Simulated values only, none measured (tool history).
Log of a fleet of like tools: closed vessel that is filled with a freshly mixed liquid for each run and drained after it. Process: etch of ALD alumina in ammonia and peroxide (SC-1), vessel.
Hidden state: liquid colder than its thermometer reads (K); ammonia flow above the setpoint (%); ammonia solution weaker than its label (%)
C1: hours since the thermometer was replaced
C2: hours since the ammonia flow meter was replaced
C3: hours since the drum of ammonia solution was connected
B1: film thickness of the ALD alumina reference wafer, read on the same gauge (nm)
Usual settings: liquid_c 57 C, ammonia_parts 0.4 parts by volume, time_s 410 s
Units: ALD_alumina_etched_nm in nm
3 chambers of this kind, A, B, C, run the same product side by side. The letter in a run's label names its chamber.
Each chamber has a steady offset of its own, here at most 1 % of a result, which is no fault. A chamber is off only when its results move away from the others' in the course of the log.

run 1A hour=3.6 | liquid_c=57 ammonia_parts=0.4 time_s=410 | C1=809.4 C2=360.2 C3=304.3 | B1=89.968 | ALD_alumina_etched_nm=24.404
run 2C hour=6 | liquid_c=57 ammonia_parts=0.4 time_s=410 | C1=147.8 C2=540.7 C3=417.6 | B1=89.968 | ALD_alumina_etched_nm=24.631
run 3B hour=9.8 | liquid_c=57 ammonia_parts=0.4 time_s=410 | C1=1727 C2=351.2 C3=389.9 | B1=90.02 | ALD_alumina_etched_nm=24.978
run 4A hour=12 | liquid_c=57 ammonia_parts=0.4 time_s=410 | C1=817.8 C2=368.6 C3=312.7 | B1=89.993 | ALD_alumina_etched_nm=24.598
run 5B hour=15.4 | liquid_c=57 ammonia_parts=0.4 time_s=410 | C1=1732.6 C2=356.8 C3=395.5 | B1=89.974 | ALD_alumina_etched_nm=24.726
run 6C hour=17.7 | liquid_c=57 ammonia_parts=0.4 time_s=410 | C1=159.5 C2=552.4 C3=429.3 | B1=90.007 | ALD_alumina_etched_nm=24.452
run 7C hour=20.3 | liquid_c=57 ammonia_parts=0.4 time_s=410 | C1=162.1 C2=555 C3=431.9 | B1=90.014 | ALD_alumina_etched_nm=24.879
run 8A hour=23.3 | liquid_c=57 ammonia_parts=0.4 time_s=410 | C1=829.1 C2=379.9 C3=324 | B1=89.988 | ALD_alumina_etched_nm=24.954
run 9B hour=25.8 | liquid_c=57 ammonia_parts=0.4 time_s=410 | C1=1743 C2=367.2 C3=405.9 | B1=90.009 | ALD_alumina_etched_nm=24.961
run 10C hour=28.2 | liquid_c=57 ammonia_parts=0.4 time_s=410 | C1=170 C2=562.9 C3=439.8 | B1=90 | ALD_alumina_etched_nm=24.767
run 11B hour=30.6 | liquid_c=57 ammonia_parts=0.4 time_s=410 | C1=1747.8 C2=372 C3=410.7 | B1=90.01 | ALD_alumina_etched_nm=24.903
run 12A hour=32.6 | liquid_c=57 ammonia_parts=0.4 time_s=410 | C1=838.4 C2=389.2 C3=333.3 | B1=89.95 | ALD_alumina_etched_nm=24.529
run 13A hour=35.2 | liquid_c=57 ammonia_parts=0.4 time_s=410 | C1=841 C2=391.8 C3=335.9 | B1=90.013 | ALD_alumina_etched_nm=24.577
run 14C hour=38.1 | liquid_c=60.5 ammonia_parts=0.4 time_s=410 | C1=179.9 C2=572.8 C3=449.7 | B1=89.995 | ALD_alumina_etched_nm=29.28
run 15B hour=40.5 | liquid_c=60.5 ammonia_parts=0.4 time_s=410 | C1=1757.7 C2=381.9 C3=420.6 | B1=89.971 | ALD_alumina_etched_nm=30.146
run 16A hour=43.6 | liquid_c=60.5 ammonia_parts=0.4 time_s=410 | C1=849.4 C2=400.2 C3=344.3 | B1=90.035 | ALD_alumina_etched_nm=29.386
run 17C hour=47.2 | liquid_c=57 ammonia_parts=0.4 time_s=410 | C1=189 C2=581.9 C3=458.8 | B1=90.006 | ALD_alumina_etched_nm=24.384
run 18B hour=49.4 | liquid_c=57 ammonia_parts=0.4 time_s=410 | C1=1766.6 C2=390.8 C3=429.5 | B1=89.983 | ALD_alumina_etched_nm=25.116
run 19C hour=52.6 | liquid_c=57 ammonia_parts=0.4 time_s=410 | C1=194.4 C2=587.3 C3=464.2 | B1=90.017 | ALD_alumina_etched_nm=24.397
run 20A hour=54.7 | liquid_c=57 ammonia_parts=0.4 time_s=410 | C1=860.5 C2=411.3 C3=355.4 | B1=90.001 | ALD_alumina_etched_nm=24.227
run 21B hour=58 | liquid_c=57 ammonia_parts=0.4 time_s=410 | C1=1775.2 C2=399.4 C3=438.1 | B1=90.043 | ALD_alumina_etched_nm=24.758
run 22A hour=60.5 | liquid_c=57 ammonia_parts=0.4 time_s=410 | C1=866.3 C2=417.1 C3=361.2 | B1=89.975 | ALD_alumina_etched_nm=23.726
run 23C hour=63.4 | liquid_c=57 ammonia_parts=0.4 time_s=410 | C1=205.2 C2=598.1 C3=475 | B1=89.989 | ALD_alumina_etched_nm=24.581
run 24B hour=66 | liquid_c=57 ammonia_parts=0.4 time_s=410 | C1=1783.2 C2=407.4 C3=446.1 | B1=89.999 | ALD_alumina_etched_nm=24.694
run 25B hour=68.7 | liquid_c=57 ammonia_parts=0.4 time_s=410 | C1=1785.9 C2=410.1 C3=448.8 | B1=90.013 | ALD_alumina_etched_nm=25.063
run 26A hour=70.6 | liquid_c=57 ammonia_parts=0.5 time_s=635 | C1=876.4 C2=427.2 C3=371.3 | B1=90.015 | ALD_alumina_etched_nm=37.16
run 27C hour=74.3 | liquid_c=57 ammonia_parts=0.5 time_s=635 | C1=216.1 C2=609 C3=485.9 | B1=89.992 | ALD_alumina_etched_nm=39.159
run 28C hour=78.3 | liquid_c=57 ammonia_parts=0.5 time_s=635 | C1=220.1 C2=613 C3=489.9 | B1=90.01 | ALD_alumina_etched_nm=38.858
run 29A hour=80.7 | liquid_c=57 ammonia_parts=0.4 time_s=410 | C1=886.5 C2=437.3 C3=381.4 | B1=90.016 | ALD_alumina_etched_nm=23.078
run 30B hour=83.8 | liquid_c=57 ammonia_parts=0.4 time_s=410 | C1=1801 C2=425.2 C3=463.9 | B1=89.955 | ALD_alumina_etched_nm=24.653
run 31B hour=86.9 | liquid_c=57 ammonia_parts=0.4 time_s=410 | C1=1804.1 C2=428.3 C3=467 | B1=89.971 | ALD_alumina_etched_nm=25.045

All 3 chambers run these settings next. Forecast each chamber's results:
run 32A hour=90 | liquid_c=61.5 ammonia_parts=0.4 time_s=410 | ALD_alumina_etched_nm=?
run 32B hour=90 | liquid_c=61.5 ammonia_parts=0.4 time_s=410 | ALD_alumina_etched_nm=?
run 32C hour=90 | liquid_c=61.5 ammonia_parts=0.4 time_s=410 | ALD_alumina_etched_nm=?

run=32A ALD_alumina_etched_nm=28.578
run=32B ALD_alumina_etched_nm=31.488
run=32C ALD_alumina_etched_nm=31.147
